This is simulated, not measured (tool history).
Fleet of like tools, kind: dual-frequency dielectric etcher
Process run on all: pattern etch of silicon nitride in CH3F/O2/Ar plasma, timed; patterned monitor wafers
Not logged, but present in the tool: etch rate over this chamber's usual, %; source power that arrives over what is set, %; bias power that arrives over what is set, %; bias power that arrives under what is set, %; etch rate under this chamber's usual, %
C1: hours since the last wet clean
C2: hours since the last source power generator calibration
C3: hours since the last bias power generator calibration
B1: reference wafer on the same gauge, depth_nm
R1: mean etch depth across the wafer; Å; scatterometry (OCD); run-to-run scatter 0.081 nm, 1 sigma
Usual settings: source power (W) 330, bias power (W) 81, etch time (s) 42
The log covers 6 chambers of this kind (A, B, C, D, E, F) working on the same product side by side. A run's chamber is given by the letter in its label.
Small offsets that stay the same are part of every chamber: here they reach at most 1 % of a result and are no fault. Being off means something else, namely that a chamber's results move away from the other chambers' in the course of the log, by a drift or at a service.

{"run": "1F", "day": 0.288, "source power (W)": 330, "bias power (W)": 81, "etch time (s)": 42, "C1": 9.2, "C2": 1554.3, "C3": 810.0, "B1": 31.203, "R1": 283.6}
{"run": "2C", "day": 0.596, "source power (W)": 330, "bias power (W)": 81, "etch time (s)": 42, "C1": 171.1, "C2": 817.6, "C3": 1329.6, "B1": 31.189, "R1": 284.65}
{"run": "3E", "day": 0.929, "source power (W)": 330, "bias power (W)": 81, "etch time (s)": 42, "C1": 116.3, "C2": 1673.9, "C3": 2440.2, "B1": 31.208, "R1": 284.37}
{"run": "4D", "day": 1.125, "source power (W)": 330, "bias power (W)": 81, "etch time (s)": 42, "C1": 435.5, "C2": 838.1, "C3": 2443.1, "B1": 31.21, "R1": 284.01}
{"run": "5B", "day": 1.438, "source power (W)": 330, "bias power (W)": 81, "etch time (s)": 42, "C1": 238.0, "C2": 1140.9, "C3": 1030.2, "B1": 31.181, "R1": 287.05}
{"run": "6A", "day": 1.7, "source power (W)": 330, "bias power (W)": 81, "etch time (s)": 42, "C1": 289.5, "C2": 253.0, "C3": 1923.1, "B1": 31.203, "R1": 286.38}
{"run": "7D", "day": 2.062, "source power (W)": 330, "bias power (W)": 81, "etch time (s)": 42, "C1": 458.0, "C2": 860.6, "C3": 2465.6, "B1": 31.195, "R1": 282.06}
{"run": "8E", "day": 2.346, "source power (W)": 330, "bias power (W)": 81, "etch time (s)": 42, "C1": 150.3, "C2": 1707.9, "C3": 2474.2, "B1": 31.214, "R1": 286.93}
{"run": "9B", "day": 2.558, "source power (W)": 330, "bias power (W)": 81, "etch time (s)": 42, "C1": 264.9, "C2": 1167.8, "C3": 1057.1, "B1": 31.198, "R1": 287.32}
{"run": "10A", "day": 2.954, "source power (W)": 390, "bias power (W)": 81, "etch time (s)": 42, "C1": 319.6, "C2": 283.1, "C3": 1953.2, "B1": 31.191, "R1": 304.85}
{"run": "11C", "day": 3.179, "source power (W)": 390, "bias power (W)": 81, "etch time (s)": 42, "C1": 233.1, "C2": 879.6, "C3": 1391.6, "B1": 31.199, "R1": 302.87}
{"run": "12F", "day": 3.529, "source power (W)": 390, "bias power (W)": 81, "etch time (s)": 42, "C1": 87.0, "C2": 1632.1, "C3": 887.8, "B1": 31.201, "R1": 300.98}
{"run": "13C", "day": 3.804, "source power (W)": 390, "bias power (W)": 81, "etch time (s)": 42, "C1": 248.1, "C2": 894.6, "C3": 1406.6, "B1": 31.207, "R1": 302.71}
{"day": 3.875, "done": "chamber D: wet clean of the chamber"}
{"run": "14D", "day": 4.096, "source power (W)": 390, "bias power (W)": 81, "etch time (s)": 42, "C1": 5.4, "C2": 909.4, "C3": 2514.4, "B1": 31.186, "R1": 290.84}
{"run": "15A", "day": 4.417, "source power (W)": 390, "bias power (W)": 81, "etch time (s)": 42, "C1": 354.7, "C2": 318.2, "C3": 1988.3, "B1": 31.195, "R1": 306.01}
{"run": "16F", "day": 4.658, "source power (W)": 370, "bias power (W)": 81, "etch time (s)": 42, "C1": 114.1, "C2": 1659.2, "C3": 914.9, "B1": 31.21, "R1": 295.78}
{"run": "17E", "day": 5.054, "source power (W)": 370, "bias power (W)": 81, "etch time (s)": 42, "C1": 215.3, "C2": 1772.9, "C3": 2539.2, "B1": 31.204, "R1": 298.05}
{"run": "18B", "day": 5.467, "source power (W)": 370, "bias power (W)": 81, "etch time (s)": 42, "C1": 334.7, "C2": 1237.6, "C3": 1126.9, "B1": 31.191, "R1": 299.65}
{"run": "19D", "day": 5.904, "source power (W)": 370, "bias power (W)": 81, "etch time (s)": 42, "C1": 48.8, "C2": 952.8, "C3": 2557.8, "B1": 31.193, "R1": 284.38}
{"run": "20C", "day": 6.221, "source power (W)": 370, "bias power (W)": 81, "etch time (s)": 42, "C1": 306.1, "C2": 952.6, "C3": 1464.6, "B1": 31.197, "R1": 295.93}
{"run": "21A", "day": 6.642, "source power (W)": 370, "bias power (W)": 81, "etch time (s)": 42, "C1": 408.1, "C2": 371.6, "C3": 2041.7, "B1": 31.202, "R1": 300.55}
{"run": "22B", "day": 7.038, "source power (W)": 330, "bias power (W)": 81, "etch time (s)": 42, "C1": 372.4, "C2": 1275.3, "C3": 1164.6, "B1": 31.187, "R1": 287.28}
{"run": "23F", "day": 7.404, "source power (W)": 330, "bias power (W)": 81, "etch time (s)": 42, "C1": 180.0, "C2": 1725.1, "C3": 980.8, "B1": 31.203, "R1": 283.36}
{"run": "24E", "day": 7.608, "source power (W)": 330, "bias power (W)": 81, "etch time (s)": 42, "C1": 276.6, "C2": 1834.2, "C3": 2600.5, "B1": 31.189, "R1": 284.79}
{"run": "25D", "day": 8.058, "source power (W)": 330, "bias power (W)": 81, "etch time (s)": 42, "C1": 100.5, "C2": 1004.5, "C3": 2609.5, "B1": 31.21, "R1": 272.5}
{"run": "26B", "day": 8.504, "source power (W)": 330, "bias power (W)": 81, "etch time (s)": 42, "C1": 407.6, "C2": 1310.5, "C3": 1199.8, "B1": 31.189, "R1": 286.9}
{"run": "27F", "day": 8.9, "source power (W)": 330, "bias power (W)": 81, "etch time (s)": 42, "C1": 215.9, "C2": 1761.0, "C3": 1016.7, "B1": 31.217, "R1": 283.75}
{"day": 9.088, "done": "chamber B: wet clean of the chamber"}
{"run": "28A", "day": 9.138, "source power (W)": 330, "bias power (W)": 81, "etch time (s)": 42, "C1": 468.0, "C2": 431.5, "C3": 2101.6, "B1": 31.183, "R1": 286.87}
{"run": "29C", "day": 9.488, "source power (W)": 330, "bias power (W)": 81, "etch time (s)": 42, "C1": 384.5, "C2": 1031.0, "C3": 1543.0, "B1": 31.195, "R1": 283.62}
{"run": "30E", "day": 9.692, "source power (W)": 330, "bias power (W)": 81, "etch time (s)": 42, "C1": 326.6, "C2": 1884.2, "C3": 2650.5, "B1": 31.176, "R1": 284.9}
{"run": "31B", "day": 9.896, "source power (W)": 330, "bias power (W)": 81, "etch time (s)": 42, "C1": 19.4, "C2": 1343.9, "C3": 1233.2, "B1": 31.197, "R1": 286.49}
{"run": "32E", "day": 10.258, "source power (W)": 330, "bias power (W)": 81, "etch time (s)": 42, "C1": 340.2, "C2": 1897.8, "C3": 2664.1, "B1": 31.19, "R1": 283.88}
{"run": "33D", "day": 10.492, "source power (W)": 330, "bias power (W)": 81, "etch time (s)": 42, "C1": 158.9, "C2": 1062.9, "C3": 2667.9, "B1": 31.21, "R1": 273.27}
{"run": "34F", "day": 10.738, "source power (W)": 330, "bias power (W)": 81, "etch time (s)": 42, "C1": 260.0, "C2": 1805.1, "C3": 1060.8, "B1": 31.207, "R1": 281.72}
{"run": "35C", "day": 11.046, "source power (W)": 330, "bias power (W)": 81, "etch time (s)": 42, "C1": 421.9, "C2": 1068.4, "C3": 1580.4, "B1": 31.221, "R1": 283.89}
{"run": "36A", "day": 11.342, "source power (W)": 400, "bias power (W)": 81, "etch time (s)": 42, "C1": 520.9, "C2": 484.4, "C3": 2154.5, "B1": 31.2, "R1": 310.69}
{"run": "37E", "day": 11.542, "source power (W)": 400, "bias power (W)": 81, "etch time (s)": 42, "C1": 371.0, "C2": 1928.6, "C3": 2694.9, "B1": 31.212, "R1": 307.87}

Each of the 6 chambers runs these same settings next. Fill in every chamber's results:
{"run": "38A", "day": 11.867, "source power (W)": 330, "bias power (W)": 81, "etch time (s)": 42, "R1": "?"}
{"run": "38B", "day": 11.867, "source power (W)": 330, "bias power (W)": 81, "etch time (s)": 42, "R1": "?"}
{"run": "38C", "day": 11.867, "source power (W)": 330, "bias power (W)": 81, "etch time (s)": 42, "R1": "?"}
{"run": "38D", "day": 11.867, "source power (W)": 330, "bias power (W)": 81, "etch time (s)": 42, "R1": "?"}
{"run": "38E", "day": 11.867, "source power (W)": 330, "bias power (W)": 81, "etch time (s)": 42, "R1": "?"}
{"run": "38F", "day": 11.867, "source power (W)": 330, "bias power (W)": 81, "etch time (s)": 42, "R1": "?"}

run=38A R1=287.89
run=38B R1=283.94
run=38C R1=285.24
run=38D R1=272.35
run=38E R1=286.27
run=38F R1=282.47

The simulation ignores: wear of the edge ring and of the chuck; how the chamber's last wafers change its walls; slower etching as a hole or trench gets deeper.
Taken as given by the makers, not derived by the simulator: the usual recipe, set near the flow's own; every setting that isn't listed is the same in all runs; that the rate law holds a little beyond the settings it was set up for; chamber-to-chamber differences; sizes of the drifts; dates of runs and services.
